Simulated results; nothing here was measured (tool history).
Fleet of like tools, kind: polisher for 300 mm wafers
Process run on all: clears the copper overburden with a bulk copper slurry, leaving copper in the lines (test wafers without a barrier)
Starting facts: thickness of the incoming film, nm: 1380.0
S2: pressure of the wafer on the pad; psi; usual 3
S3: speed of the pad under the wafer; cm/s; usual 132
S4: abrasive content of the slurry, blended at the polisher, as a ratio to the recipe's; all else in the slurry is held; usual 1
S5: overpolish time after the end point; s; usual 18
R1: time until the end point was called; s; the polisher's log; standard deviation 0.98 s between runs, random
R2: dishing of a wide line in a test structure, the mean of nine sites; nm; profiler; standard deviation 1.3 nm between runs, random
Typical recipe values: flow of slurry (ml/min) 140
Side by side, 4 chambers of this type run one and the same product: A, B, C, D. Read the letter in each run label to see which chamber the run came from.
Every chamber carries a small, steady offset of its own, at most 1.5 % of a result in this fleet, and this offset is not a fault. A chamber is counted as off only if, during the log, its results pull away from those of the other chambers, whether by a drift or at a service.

-- hour=3 chamber D: worn pad replaced by a new one
-- hour=10.9 chamber B: worn pad replaced by a new one
run 1C hour=15.9 | flow_of_slurry_(ml/min)=140 S2=3 S3=132 S4=1 S5=18 | R1=120.8 R2=103.23
-- hour=21.4 chamber B: slurry blender recalibrated
-- hour=22.3 chamber C: slurry blender recalibrated
-- hour=23.7 chamber B: head pressure recalibrated
run 2D hour=24.8 | flow_of_slurry_(ml/min)=140 S2=3 S3=132 S4=1 S5=18 | R1=121.93 R2=103.16
-- hour=33.8 chamber A: head pressure recalibrated
run 3A hour=39.5 | flow_of_slurry_(ml/min)=140 S2=3 S3=132 S4=1 S5=18 | R1=120.61 R2=104.57
-- hour=42.2 chamber C: worn pad replaced by a new one
run 4B hour=47.7 | flow_of_slurry_(ml/min)=140 S2=3 S3=132 S4=1 S5=18 | R1=121.76 R2=105.61
run 5D hour=62.3 | flow_of_slurry_(ml/min)=140 S2=3 S3=156 S4=1.15 S5=18 | R1=100.97 R2=114.26
-- hour=72.1 chamber A: worn pad replaced by a new one
run 6A hour=76.5 | flow_of_slurry_(ml/min)=140 S2=3 S3=156 S4=1.15 S5=18 | R1=99.114 R2=113.54
-- hour=79.6 chamber D: worn pad replaced by a new one
run 7B hour=85.7 | flow_of_slurry_(ml/min)=140 S2=3 S3=156 S4=1.15 S5=18 | R1=99.666 R2=115.78
run 8C hour=94.3 | flow_of_slurry_(ml/min)=140 S2=3 S3=156 S4=1.15 S5=18 | R1=99.192 R2=117.32
run 9D hour=103.4 | flow_of_slurry_(ml/min)=125 S2=3 S3=132 S4=1 S5=18 | R1=127.07 R2=105.08
-- hour=110 chamber B: worn pad replaced by a new one
run 10B hour=112.6 | flow_of_slurry_(ml/min)=125 S2=3 S3=132 S4=1 S5=18 | R1=122.12 R2=104.04
run 11C hour=122.9 | flow_of_slurry_(ml/min)=125 S2=3 S3=132 S4=1 S5=18 | R1=122.22 R2=102.15
run 12A hour=132.7 | flow_of_slurry_(ml/min)=125 S2=3 S3=132 S4=1 S5=18 | R1=121.85 R2=101.83
run 13B hour=140.8 | flow_of_slurry_(ml/min)=140 S2=3 S3=132 S4=0.8 S5=18 | R1=126.66 R2=100.5
run 14A hour=149.8 | flow_of_slurry_(ml/min)=140 S2=3 S3=132 S4=0.8 S5=18 | R1=127.09 R2=100.48
-- hour=155.1 chamber C: worn pad replaced by a new one
-- hour=161.6 chamber D: worn pad replaced by a new one
run 15C hour=165.1 | flow_of_slurry_(ml/min)=140 S2=3 S3=132 S4=0.8 S5=18 | R1=126.03 R2=101.26
-- hour=171.7 chamber C: slurry nozzle cleaned
run 16D hour=176.7 | flow_of_slurry_(ml/min)=140 S2=3 S3=132 S4=0.8 S5=18 | R1=129 R2=101.55
-- hour=182.6 chamber D: slurry blender recalibrated
run 17A hour=190.4 | flow_of_slurry_(ml/min)=140 S2=3 S3=132 S4=1 S5=18 | R1=119.55 R2=104.84
-- hour=196.7 chamber A: worn pad replaced by a new one
run 18D hour=198.8 | flow_of_slurry_(ml/min)=140 S2=3 S3=132 S4=1 S5=18 | R1=121.83 R2=104.81
-- hour=203.7 chamber B: worn pad replaced by a new one
run 19B hour=212.4 | flow_of_slurry_(ml/min)=140 S2=3 S3=132 S4=1 S5=18 | R1=120.33 R2=105.21
run 20C hour=220.9 | flow_of_slurry_(ml/min)=180 S2=3 S3=132 S4=1 S5=18 | R1=114.87 R2=108.47
run 21C hour=230.2 | flow_of_slurry_(ml/min)=180 S2=3 S3=132 S4=1 S5=18 | R1=115.17 R2=106.99
run 22B hour=246.8 | flow_of_slurry_(ml/min)=180 S2=3 S3=132 S4=1 S5=18 | R1=116.97 R2=107.9
-- hour=251.7 chamber D: worn pad replaced by a new one
-- hour=256.9 chamber A: slurry blender recalibrated
run 23A hour=257.7 | flow_of_slurry_(ml/min)=180 S2=3 S3=132 S4=1 S5=18 | R1=116.17 R2=104.55
run 24D hour=265.4 | flow_of_slurry_(ml/min)=140 S2=3 S3=132 S4=1 S5=18 | R1=122.15 R2=100.79

Is one chamber off against the others, does the gauge drift, or is nothing wrong? If a chamber is off, say which, and what the likeliest cause is.

Neither any chamber nor the gauge drifts; the chambers differ only by their own small, steady offsets.
